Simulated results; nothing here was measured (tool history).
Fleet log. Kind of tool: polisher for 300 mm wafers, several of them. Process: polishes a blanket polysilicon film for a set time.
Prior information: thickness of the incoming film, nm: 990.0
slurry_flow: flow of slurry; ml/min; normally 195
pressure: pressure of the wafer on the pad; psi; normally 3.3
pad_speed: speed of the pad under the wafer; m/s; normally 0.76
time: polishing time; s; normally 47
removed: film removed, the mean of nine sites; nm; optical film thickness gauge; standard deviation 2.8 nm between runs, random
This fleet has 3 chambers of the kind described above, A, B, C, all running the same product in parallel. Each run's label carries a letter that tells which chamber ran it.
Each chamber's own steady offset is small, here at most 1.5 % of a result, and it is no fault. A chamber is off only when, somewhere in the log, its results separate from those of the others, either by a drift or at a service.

run	day	slurry_flow	pressure	pad_speed	time	removed
1C	0.312	195	3.3	0.76	47	290.87
2A	0.833	195	3.3	0.76	47	293.01
# day 0.979: chamber B: slurry nozzle cleaned
3B	1.267	195	3.3	0.76	47	294.94
# day 1.508: chamber C: worn pad replaced by a new one
4A	1.617	195	3.3	0.76	47	293.20
5B	1.900	195	3.3	0.76	47	299.76
6C	2.154	195	3.3	0.76	47	290.33
7A	2.688	195	3.3	0.76	47	296.97
# day 3.004: chamber C: head pressure recalibrated
# day 3.238: chamber A: slurry nozzle cleaned
8B	3.238	195	3.3	0.76	47	298.01
9C	3.754	195	3.3	0.76	47	290.73
# day 3.792: chamber B: head pressure recalibrated
10B	4.279	195	3.3	0.76	47	293.80
11C	4.529	195	3.3	0.76	47	294.10
12A	4.892	195	3.3	0.76	47	294.03
# day 4.967: chamber A: worn pad replaced by a new one
13B	5.179	195	3.3	0.76	47	291.61
# day 5.508: chamber C: worn pad replaced by a new one
14C	5.604	195	3.3	0.76	47	296.16
15A	6.058	195	3.9	0.76	47	348.47
16C	6.333	195	3.9	0.76	47	343.63
17A	6.733	195	3.9	0.76	47	350.30
18B	7.300	195	3.3	0.76	47	287.07
19B	7.646	195	4.0	0.64	47	295.10
20A	8.092	195	4.0	0.64	47	298.16
21C	8.429	195	4.0	0.64	47	292.23
22A	8.942	195	3.3	0.76	47	293.40
23B	9.417	195	3.3	0.94	47	347.77
# day 9.729: chamber C: worn pad replaced by a new one
24C	9.883	195	3.3	0.94	47	358.99
25A	10.200	195	3.3	0.94	47	365.34
26C	10.496	155	3.3	0.76	52	308.13
# day 10.592: chamber B: slurry nozzle cleaned
# day 10.867: chamber A: worn pad replaced by a new one
27B	10.954	155	3.3	0.76	52	303.19
# day 11.312: chamber A: head pressure recalibrated
28B	11.400	155	3.3	0.76	52	290.35
29A	11.917	195	3.3	0.76	47	302.19
30C	12.279	195	3.3	0.76	47	291.82

The same settings go to every chamber for the next run, one line per chamber below. Forecast the results for each:
31A	12.688	195	3.3	0.76	47	?
31B	12.688	195	3.3	0.76	47	?
31C	12.688	195	3.3	0.76	47	?

run	removed
31A	289.76
31B	273.79
31C	292.94
